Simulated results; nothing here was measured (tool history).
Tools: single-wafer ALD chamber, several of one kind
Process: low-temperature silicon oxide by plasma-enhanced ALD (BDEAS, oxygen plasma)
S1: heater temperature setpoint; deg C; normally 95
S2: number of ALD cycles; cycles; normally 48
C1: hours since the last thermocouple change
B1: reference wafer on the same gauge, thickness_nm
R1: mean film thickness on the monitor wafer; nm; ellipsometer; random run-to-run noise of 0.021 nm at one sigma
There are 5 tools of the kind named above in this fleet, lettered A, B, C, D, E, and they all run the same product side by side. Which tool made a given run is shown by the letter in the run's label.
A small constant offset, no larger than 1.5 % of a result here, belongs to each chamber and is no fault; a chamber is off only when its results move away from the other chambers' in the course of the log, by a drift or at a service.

run	hour	S1	S2	C1	B1	R1
1A	11.1	95	48	788.6	7.8725	6.9878
2C	17.4	95	48	1253.6	7.8744	7.0896
3E	25.0	95	48	1601.9	7.8753	6.8942
4B	31.3	95	48	680.7	7.8710	7.0457
5D	38.2	95	48	1794.6	7.8704	6.9963
# hour 38.3: chamber C: thermocouple changed; heater temperature recalibrated
6C	48.9	95	48	10.6	7.8744	7.0896
7E	57.1	95	48	1634.0	7.8704	6.8865
8A	65.6	95	48	843.1	7.8706	6.9889
9B	75.7	95	48	725.1	7.8699	7.0499
10D	88.0	95	56	1844.4	7.8650	8.2009
11B	96.4	95	56	745.8	7.8682	8.2117
12C	110.6	95	56	72.3	7.8702	8.2342
# hour 123.4: chamber D: thermocouple changed; heater temperature recalibrated
13D	124.6	95	56	1.2	7.8702	8.3856
14E	137.0	95	56	1713.9	7.8694	8.0319
15A	149.8	95	48	927.3	7.8720	6.9499
16B	156.2	109	39	805.6	7.8625	5.5602
17C	165.2	109	39	126.9	7.8670	5.5786
18D	176.3	109	39	52.9	7.8640	5.5595
# hour 177.9: chamber E: thermocouple changed; heater temperature recalibrated
19A	184.7	109	39	962.2	7.8738	5.4781
20E	196.9	109	39	19.0	7.8690	5.4213
21B	210.7	95	48	860.1	7.8756	7.0610
22D	223.9	95	48	100.5	7.8696	7.1852
23A	233.8	95	48	1011.3	7.8716	6.9390
24E	246.1	95	48	68.2	7.8659	6.9128
25C	254.2	95	48	215.9	7.8678	7.0834
26E	267.5	95	48	89.6	7.8675	6.9727
27D	281.9	95	48	158.5	7.8713	7.2088
28C	291.8	95	48	253.5	7.8713	7.0940
29B	299.1	95	48	948.5	7.8636	7.0807
30A	305.4	95	48	1082.9	7.8716	6.9744
31B	317.4	95	48	966.8	7.8652	7.0645

All 5 chambers run these settings next. Forecast each chamber's results:
32A	327.7	95	42			?
32B	327.7	95	42			?
32C	327.7	95	42			?
32D	327.7	95	42			?
32E	327.7	95	42			?

run	R1
32A	6.0905
32B	6.1915
32C	6.1844
32D	6.2605
32E	6.0447
